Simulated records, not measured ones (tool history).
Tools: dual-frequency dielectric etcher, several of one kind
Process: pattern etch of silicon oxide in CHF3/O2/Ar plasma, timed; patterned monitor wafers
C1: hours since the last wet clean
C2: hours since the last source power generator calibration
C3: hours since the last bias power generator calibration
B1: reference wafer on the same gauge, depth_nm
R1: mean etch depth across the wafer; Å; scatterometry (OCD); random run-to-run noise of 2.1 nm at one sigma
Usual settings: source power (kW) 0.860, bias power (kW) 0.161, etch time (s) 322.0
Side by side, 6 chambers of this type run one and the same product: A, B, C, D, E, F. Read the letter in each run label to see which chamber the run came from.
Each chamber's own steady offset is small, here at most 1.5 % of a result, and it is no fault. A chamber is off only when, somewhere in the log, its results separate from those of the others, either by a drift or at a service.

run 1A day=0.179 | source_power_(kW)=0.860 bias_power_(kW)=0.161 etch_time_(s)=322.0 | C1=38.0 C2=3639.0 C3=1698.9 | B1=702.38 | R1=7044.1
run 2B day=0.354 | source_power_(kW)=0.860 bias_power_(kW)=0.161 etch_time_(s)=322.0 | C1=462.7 C2=103.9 C3=2720.8 | B1=702.75 | R1=7053.0
run 3C day=0.492 | source_power_(kW)=0.860 bias_power_(kW)=0.161 etch_time_(s)=322.0 | C1=514.2 C2=5043.9 C3=2042.7 | B1=702.39 | R1=7040.8
-- day=0.508 chamber C: wet clean of the chamber
run 4E day=0.617 | source_power_(kW)=0.860 bias_power_(kW)=0.161 etch_time_(s)=322.0 | C1=383.7 C2=1090.8 C3=607.0 | B1=702.43 | R1=7021.4
run 5D day=0.804 | source_power_(kW)=1.010 bias_power_(kW)=0.161 etch_time_(s)=322.0 | C1=139.3 C2=1745.6 C3=148.7 | B1=701.47 | R1=7579.8
run 6F day=0.921 | source_power_(kW)=1.010 bias_power_(kW)=0.161 etch_time_(s)=322.0 | C1=143.5 C2=637.0 C3=2354.1 | B1=701.88 | R1=7512.5
run 7B day=1.112 | source_power_(kW)=1.010 bias_power_(kW)=0.161 etch_time_(s)=322.0 | C1=480.9 C2=122.1 C3=2739.0 | B1=702.53 | R1=7535.9
run 8A day=1.329 | source_power_(kW)=1.010 bias_power_(kW)=0.161 etch_time_(s)=322.0 | C1=65.6 C2=3666.6 C3=1726.5 | B1=702.08 | R1=7516.9
run 9E day=1.479 | source_power_(kW)=1.010 bias_power_(kW)=0.161 etch_time_(s)=322.0 | C1=404.4 C2=1111.5 C3=627.7 | B1=702.04 | R1=7479.9
run 10F day=1.592 | source_power_(kW)=1.010 bias_power_(kW)=0.161 etch_time_(s)=322.0 | C1=159.6 C2=653.1 C3=2370.2 | B1=702.05 | R1=7511.1
-- day=1.625 chamber B: wet clean of the chamber
run 11C day=1.742 | source_power_(kW)=0.710 bias_power_(kW)=0.161 etch_time_(s)=322.0 | C1=29.6 C2=5073.9 C3=2072.7 | B1=701.94 | R1=6535.2
run 12D day=1.950 | source_power_(kW)=0.710 bias_power_(kW)=0.161 etch_time_(s)=322.0 | C1=166.8 C2=1773.1 C3=176.2 | B1=701.93 | R1=6630.7
run 13E day=2.154 | source_power_(kW)=0.710 bias_power_(kW)=0.161 etch_time_(s)=322.0 | C1=420.6 C2=1127.7 C3=643.9 | B1=702.42 | R1=6480.7
run 14A day=2.375 | source_power_(kW)=0.710 bias_power_(kW)=0.161 etch_time_(s)=322.0 | C1=90.7 C2=3691.7 C3=1751.6 | B1=701.96 | R1=6571.7
run 15C day=2.492 | source_power_(kW)=0.710 bias_power_(kW)=0.161 etch_time_(s)=322.0 | C1=47.6 C2=5091.9 C3=2090.7 | B1=702.60 | R1=6553.1
run 16B day=2.712 | source_power_(kW)=0.710 bias_power_(kW)=0.161 etch_time_(s)=322.0 | C1=26.1 C2=160.5 C3=2777.4 | B1=701.81 | R1=6537.0
run 17D day=2.908 | source_power_(kW)=0.860 bias_power_(kW)=0.161 etch_time_(s)=322.0 | C1=189.8 C2=1796.1 C3=199.2 | B1=702.23 | R1=7109.0
run 18F day=3.017 | source_power_(kW)=0.860 bias_power_(kW)=0.161 etch_time_(s)=322.0 | C1=193.8 C2=687.3 C3=2404.4 | B1=701.92 | R1=7050.7
run 19C day=3.175 | source_power_(kW)=0.710 bias_power_(kW)=0.187 etch_time_(s)=322.0 | C1=64.0 C2=5108.3 C3=2107.1 | B1=702.12 | R1=6910.5
run 20E day=3.358 | source_power_(kW)=0.710 bias_power_(kW)=0.187 etch_time_(s)=322.0 | C1=449.5 C2=1156.6 C3=672.8 | B1=701.79 | R1=6874.6
run 21A day=3.529 | source_power_(kW)=0.710 bias_power_(kW)=0.187 etch_time_(s)=322.0 | C1=118.4 C2=3719.4 C3=1779.3 | B1=701.77 | R1=6873.4
run 22D day=3.712 | source_power_(kW)=0.710 bias_power_(kW)=0.187 etch_time_(s)=322.0 | C1=209.1 C2=1815.4 C3=218.5 | B1=701.93 | R1=6972.5
-- day=3.892 chamber E: wet clean of the chamber
run 23F day=3.917 | source_power_(kW)=0.710 bias_power_(kW)=0.187 etch_time_(s)=322.0 | C1=215.4 C2=708.9 C3=2426.0 | B1=702.12 | R1=6867.2
run 24B day=4.096 | source_power_(kW)=0.710 bias_power_(kW)=0.187 etch_time_(s)=322.0 | C1=59.3 C2=193.7 C3=2810.6 | B1=701.87 | R1=6891.8
run 25B day=4.267 | source_power_(kW)=0.860 bias_power_(kW)=0.195 etch_time_(s)=322.0 | C1=63.4 C2=197.8 C3=2814.7 | B1=702.22 | R1=7525.4
run 26F day=4.429 | source_power_(kW)=0.860 bias_power_(kW)=0.195 etch_time_(s)=322.0 | C1=227.7 C2=721.2 C3=2438.3 | B1=701.81 | R1=7471.4
run 27E day=4.542 | source_power_(kW)=0.860 bias_power_(kW)=0.195 etch_time_(s)=322.0 | C1=15.7 C2=1185.0 C3=701.2 | B1=701.96 | R1=7452.3
run 28C day=4.683 | source_power_(kW)=0.860 bias_power_(kW)=0.195 etch_time_(s)=322.0 | C1=100.2 C2=5144.5 C3=2143.3 | B1=701.76 | R1=7495.4
run 29D day=4.858 | source_power_(kW)=0.860 bias_power_(kW)=0.195 etch_time_(s)=322.0 | C1=236.6 C2=1842.9 C3=246.0 | B1=702.73 | R1=7599.1
run 30A day=4.979 | source_power_(kW)=0.860 bias_power_(kW)=0.195 etch_time_(s)=322.0 | C1=153.2 C2=3754.2 C3=1814.1 | B1=702.13 | R1=7534.3
run 31F day=5.121 | source_power_(kW)=0.860 bias_power_(kW)=0.161 etch_time_(s)=322.0 | C1=244.3 C2=737.8 C3=2454.9 | B1=701.81 | R1=7016.3
run 32D day=5.333 | source_power_(kW)=0.860 bias_power_(kW)=0.161 etch_time_(s)=322.0 | C1=248.0 C2=1854.3 C3=257.4 | B1=701.75 | R1=7158.3
run 33E day=5.525 | source_power_(kW)=0.860 bias_power_(kW)=0.161 etch_time_(s)=322.0 | C1=39.3 C2=1208.6 C3=724.8 | B1=701.57 | R1=7023.0
-- day=5.588 chamber C: source power generator calibrated
run 34A day=5.675 | source_power_(kW)=0.860 bias_power_(kW)=0.161 etch_time_(s)=322.0 | C1=169.9 C2=3770.9 C3=1830.8 | B1=701.58 | R1=7032.9
run 35C day=5.829 | source_power_(kW)=0.860 bias_power_(kW)=0.161 etch_time_(s)=322.0 | C1=127.7 C2=5.8 C3=2170.8 | B1=702.07 | R1=7023.2
run 36B day=5.967 | source_power_(kW)=0.860 bias_power_(kW)=0.161 etch_time_(s)=322.0 | C1=104.2 C2=238.6 C3=2855.5 | B1=701.56 | R1=7105.5
run 37C day=6.129 | source_power_(kW)=0.860 bias_power_(kW)=0.161 etch_time_(s)=322.0 | C1=134.9 C2=13.0 C3=2178.0 | B1=702.14 | R1=7028.9
run 38D day=6.242 | source_power_(kW)=0.930 bias_power_(kW)=0.161 etch_time_(s)=322.0 | C1=269.8 C2=1876.1 C3=279.2 | B1=702.02 | R1=7373.2
run 39F day=6.358 | source_power_(kW)=0.930 bias_power_(kW)=0.161 etch_time_(s)=322.0 | C1=274.0 C2=767.5 C3=2484.6 | B1=702.29 | R1=7252.9
run 40E day=6.529 | source_power_(kW)=0.930 bias_power_(kW)=0.161 etch_time_(s)=322.0 | C1=63.4 C2=1232.7 C3=748.9 | B1=701.87 | R1=7222.4
run 41B day=6.733 | source_power_(kW)=0.930 bias_power_(kW)=0.161 etch_time_(s)=322.0 | C1=122.6 C2=257.0 C3=2873.9 | B1=702.05 | R1=7331.2

Is one chamber out of step, is the gauge drifting, or do the chambers differ by no more than their own small offsets? For an off chamber, give its letter and the likeliest cause.

All chambers stay in line apart from their small fixed offsets, and the gauge does not drift.

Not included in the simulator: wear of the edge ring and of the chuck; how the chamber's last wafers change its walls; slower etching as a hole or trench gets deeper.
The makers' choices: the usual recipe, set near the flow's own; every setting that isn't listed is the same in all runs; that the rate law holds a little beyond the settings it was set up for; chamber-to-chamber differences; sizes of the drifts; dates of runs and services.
